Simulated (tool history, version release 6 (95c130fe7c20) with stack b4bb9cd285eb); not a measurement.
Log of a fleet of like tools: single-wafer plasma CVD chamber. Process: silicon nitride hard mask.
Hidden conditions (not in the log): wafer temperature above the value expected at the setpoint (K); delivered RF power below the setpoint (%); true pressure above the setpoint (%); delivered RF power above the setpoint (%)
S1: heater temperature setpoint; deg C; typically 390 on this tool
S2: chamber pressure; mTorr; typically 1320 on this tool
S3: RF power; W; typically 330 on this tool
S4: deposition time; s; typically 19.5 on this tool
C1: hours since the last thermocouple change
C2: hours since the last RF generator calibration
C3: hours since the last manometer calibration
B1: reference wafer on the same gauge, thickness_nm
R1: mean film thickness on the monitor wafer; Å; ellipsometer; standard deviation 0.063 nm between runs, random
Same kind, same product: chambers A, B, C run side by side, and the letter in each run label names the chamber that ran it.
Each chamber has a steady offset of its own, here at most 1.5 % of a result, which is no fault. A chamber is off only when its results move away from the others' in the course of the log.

run,hour,S1,S2,S3,S4,C1,C2,C3,B1,R1
1B,7.9,390,1320,330,19.5,1021.7,421.1,47.2,20.295,226.51
2C,15.9,390,1320,330,19.5,146.8,1550.9,362.5,20.303,228.88
3A,27.7,390,1320,330,19.5,679.8,713.9,1115.9,20.289,229.09
4A,36.6,390,1320,330,19.5,688.7,722.8,1124.8,20.295,229.93
5B,46.8,390,1320,330,19.5,1060.6,460,86.1,20.313,225.86
6C,61.1,390,1320,330,19.5,192,1596.1,407.7,20.3,228.81
7A,76.3,390,1320,330,19.5,728.4,762.5,1164.5,20.306,229.3
8C,84.3,390,1320,330,19.5,215.2,1619.3,430.9,20.298,228.17
9B,95.9,390,1320,330,19.5,1109.7,509.1,135.2,20.3,226.96
10C,108.7,390,1320,330,19.5,239.6,1643.7,455.3,20.289,226.92
11A,117,390,1320,330,19.5,769.1,803.2,1205.2,20.295,229.32
12B,131.3,390,1320,330,19.5,1145.1,544.5,170.6,20.3,225.82
13C,145.9,390,1320,330,19.5,276.8,1680.9,492.5,20.303,227.3
14B,154.9,390,1320,330,19.5,1168.7,568.1,194.2,20.29,226.17
15A,161.6,390,1320,330,19.5,813.7,847.8,1249.8,20.298,229.67
16A,169.2,390,1320,330,19.5,821.3,855.4,1257.4,20.295,230.32
17C,178.9,390,1320,330,19.5,309.8,1713.9,525.5,20.302,225.86
# hour 183: chamber A: capacitance manometer re-zeroed and calibrated
18B,192.8,390,1320,330,19.5,1206.6,606,232.1,20.296,226.1
19A,200.9,390,1320,330,19.5,853,887.1,18,20.293,230.48
20B,209.3,390,1320,275,19.5,1223.1,622.5,248.6,20.305,200.45
21C,219,390,1320,275,19.5,349.9,1754,565.6,20.301,199.81
22C,228.4,390,1320,275,19.5,359.3,1763.4,575,20.313,200.11
23A,243.4,390,1320,330,19.5,895.5,929.6,60.5,20.297,229.49
24B,257,390,1320,330,19.5,1270.8,670.2,296.3,20.316,227.84
25C,269.5,390,1320,330,19.5,400.4,1804.5,616.1,20.292,224.91
26A,280.2,401,1320,330,19.5,932.3,966.4,97.3,20.309,228.85
27B,293.4,401,1320,330,19.5,1307.2,706.6,332.7,20.314,225.44
28B,300.2,401,1320,330,19.5,1314,713.4,339.5,20.294,225.66
29A,308.5,390,1320,330,19.5,960.6,994.7,125.6,20.306,229.14
30C,315.2,390,1430,330,21.6,446.1,1850.2,661.8,20.295,253.78
31B,324,390,1430,330,21.6,1337.8,737.2,363.3,20.298,258.17

The same settings go to every chamber for the next run, one line per chamber below. Forecast the results for each:
32A,335,390,1480,330,19.5,,,,,?
32B,335,390,1480,330,19.5,,,,,?
32C,335,390,1480,330,19.5,,,,,?

run,R1
32A,237.11
32B,234.93
32C,231.82
